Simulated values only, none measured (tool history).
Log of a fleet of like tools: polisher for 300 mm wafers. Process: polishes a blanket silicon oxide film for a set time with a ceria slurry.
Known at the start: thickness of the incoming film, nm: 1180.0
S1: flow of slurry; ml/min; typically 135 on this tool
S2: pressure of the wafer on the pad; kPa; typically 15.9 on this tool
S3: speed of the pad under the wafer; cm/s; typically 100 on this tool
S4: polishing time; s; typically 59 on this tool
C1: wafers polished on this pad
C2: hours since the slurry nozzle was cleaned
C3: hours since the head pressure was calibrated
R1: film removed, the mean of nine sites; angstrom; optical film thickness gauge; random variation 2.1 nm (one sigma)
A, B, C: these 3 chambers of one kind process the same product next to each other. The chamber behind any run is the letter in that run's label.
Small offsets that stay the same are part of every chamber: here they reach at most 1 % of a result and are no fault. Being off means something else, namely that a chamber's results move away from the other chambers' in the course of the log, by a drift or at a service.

Run 1B, hour 5.1: usual settings; C1 161; C2 81.6; C3 535.5. Result: R1 1615.4 angstrom.
Run 2C, hour 10.9: usual settings; C1 763; C2 336.5; C3 245.3. Result: R1 1578.3 angstrom.
At hour 15.5: chamber A: worn pad replaced by a new one.
Run 3A, hour 16.6: usual settings; C1 9; C2 247.3; C3 454.1. Result: R1 1528.4 angstrom.
Run 4C, hour 20.2: usual settings; C1 837; C2 345.8; C3 254.6. Result: R1 1594.5 angstrom.
At hour 23.5: chamber C: slurry nozzle cleaned.
Run 5A, hour 25.1: usual settings; C1 76; C2 255.8; C3 462.6. Result: R1 1580.7 angstrom.
Run 6B, hour 31.7: usual settings; C1 373; C2 108.2; C3 562.1. Result: R1 1589.6 angstrom.
Run 7B, hour 35.6: usual settings but S1 175 ml/min, S2 11.7 kPa; C1 404; C2 112.1; C3 566. Result: R1 1251.6 angstrom.
Run 8C, hour 39.6: usual settings but S1 175 ml/min, S2 11.7 kPa; C1 992; C2 16.1; C3 274. Result: R1 1183.1 angstrom.
Run 9A, hour 44.7: usual settings but S1 175 ml/min, S2 11.7 kPa; C1 233; C2 275.4; C3 482.2. Result: R1 1188.5 angstrom.
Run 10A, hour 51.1: usual settings but S2 19.3 kPa; C1 284; C2 281.8; C3 488.6. Result: R1 1909.1 angstrom.
Run 11C, hour 54.7: usual settings but S2 19.3 kPa; C1 1112; C2 31.2; C3 289.1. Result: R1 1867.4 angstrom.
At hour 55.2: chamber C: worn pad replaced by a new one.
Run 12B, hour 58.6: usual settings but S2 19.3 kPa; C1 587; C2 135.1; C3 589. Result: R1 1908.9 angstrom.
Run 13B, hour 65.1: usual settings; C1 639; C2 141.6; C3 595.5. Result: R1 1616.9 angstrom.
Run 14C, hour 71.3: usual settings; C1 128; C2 47.8; C3 305.7. Result: R1 1509.3 angstrom.
Run 15A, hour 78.3: usual settings; C1 500; C2 309; C3 515.8. Result: R1 1564.8 angstrom.
At hour 83.5: chamber A: worn pad replaced by a new one.
Run 16A, hour 84.1: usual settings; C1 5; C2 314.8; C3 521.6. Result: R1 1572.7 angstrom.
Run 17C, hour 89.6: usual settings; C1 274; C2 66.1; C3 324. Result: R1 1512.3 angstrom.
Run 18B, hour 95.6: usual settings; C1 882; C2 172.1; C3 626. Result: R1 1611.4 angstrom.
Run 19A, hour 99.6: usual settings; C1 129; C2 330.3; C3 537.1. Result: R1 1549.2 angstrom.
Run 20B, hour 104.4: usual settings; C1 952; C2 180.9; C3 634.8. Result: R1 1569.9 angstrom.
Run 21C, hour 111.3: usual settings; C1 447; C2 87.8; C3 345.7. Result: R1 1503.3 angstrom.
Run 22B, hour 115.8: usual settings; C1 1043; C2 192.3; C3 646.2. Result: R1 1595.6 angstrom.
Run 23A, hour 119.4: usual settings; C1 286; C2 350.1; C3 556.9. Result: R1 1558.9 angstrom.
Run 24C, hour 124.5: usual settings; C1 552; C2 101; C3 358.9. Result: R1 1435.2 angstrom.
Run 25B, hour 128.9: usual settings; C1 1148; C2 205.4; C3 659.3. Result: R1 1561.9 angstrom.
Run 26A, hour 135: usual settings; C1 411; C2 365.7; C3 572.5. Result: R1 1541.4 angstrom.
Run 27C, hour 140.8: usual settings but S1 120 ml/min, S2 20.7 kPa; C1 682; C2 117.3; C3 375.2. Result: R1 1884.2 angstrom.
Run 28C, hour 146.8: usual settings but S1 120 ml/min, S2 20.7 kPa; C1 730; C2 123.3; C3 381.2. Result: R1 1842.2 angstrom.
Run 29A, hour 151.3: usual settings but S1 120 ml/min, S2 20.7 kPa; C1 541; C2 382; C3 588.8. Result: R1 1989.9 angstrom.

Read the log: is a single chamber off, either drifting away or since a service, is the gauge that measures every chamber drifting, or is nothing wrong beyond small per-chamber offsets? Name any odd chamber and what most likely caused it.

One chamber, C, drifts off from the rest bit by bit.
Most likely cause: head's pressure below its setpoint, % = 8.28.

Which of the 4 candidates below, each the usual settings with something changed and its results left as question marks, puts chamber C back in line with what the other chambers give on the usual settings?
Allowed miss from the other chambers' usual-settings mean, per result, to count as in line: R1 74 angstrom
Run 30C-1, hour 156.7: usual settings but S2 15.2 kPa, S4 57 s. Result: R1 ?.
Run 30C-2, hour 156.7: usual settings but S4 64 s. Result: R1 ?.
Run 30C-3, hour 156.7: usual settings but S2 15.2 kPa, S3 94 cm/s, S4 56 s. Result: R1 ?.
Run 30C-4, hour 156.7: usual settings but S1 140 ml/min, S4 69 s. Result: R1 ?.

Average result of the remaining chambers running the usual settings: R1 1572.3 angstrom
  run      R1
30C-1  1338.7
30C-2  1571.7
30C-3  1235.3
30C-4  1705.9
30C-2 puts the chamber back in line with the other chambers.
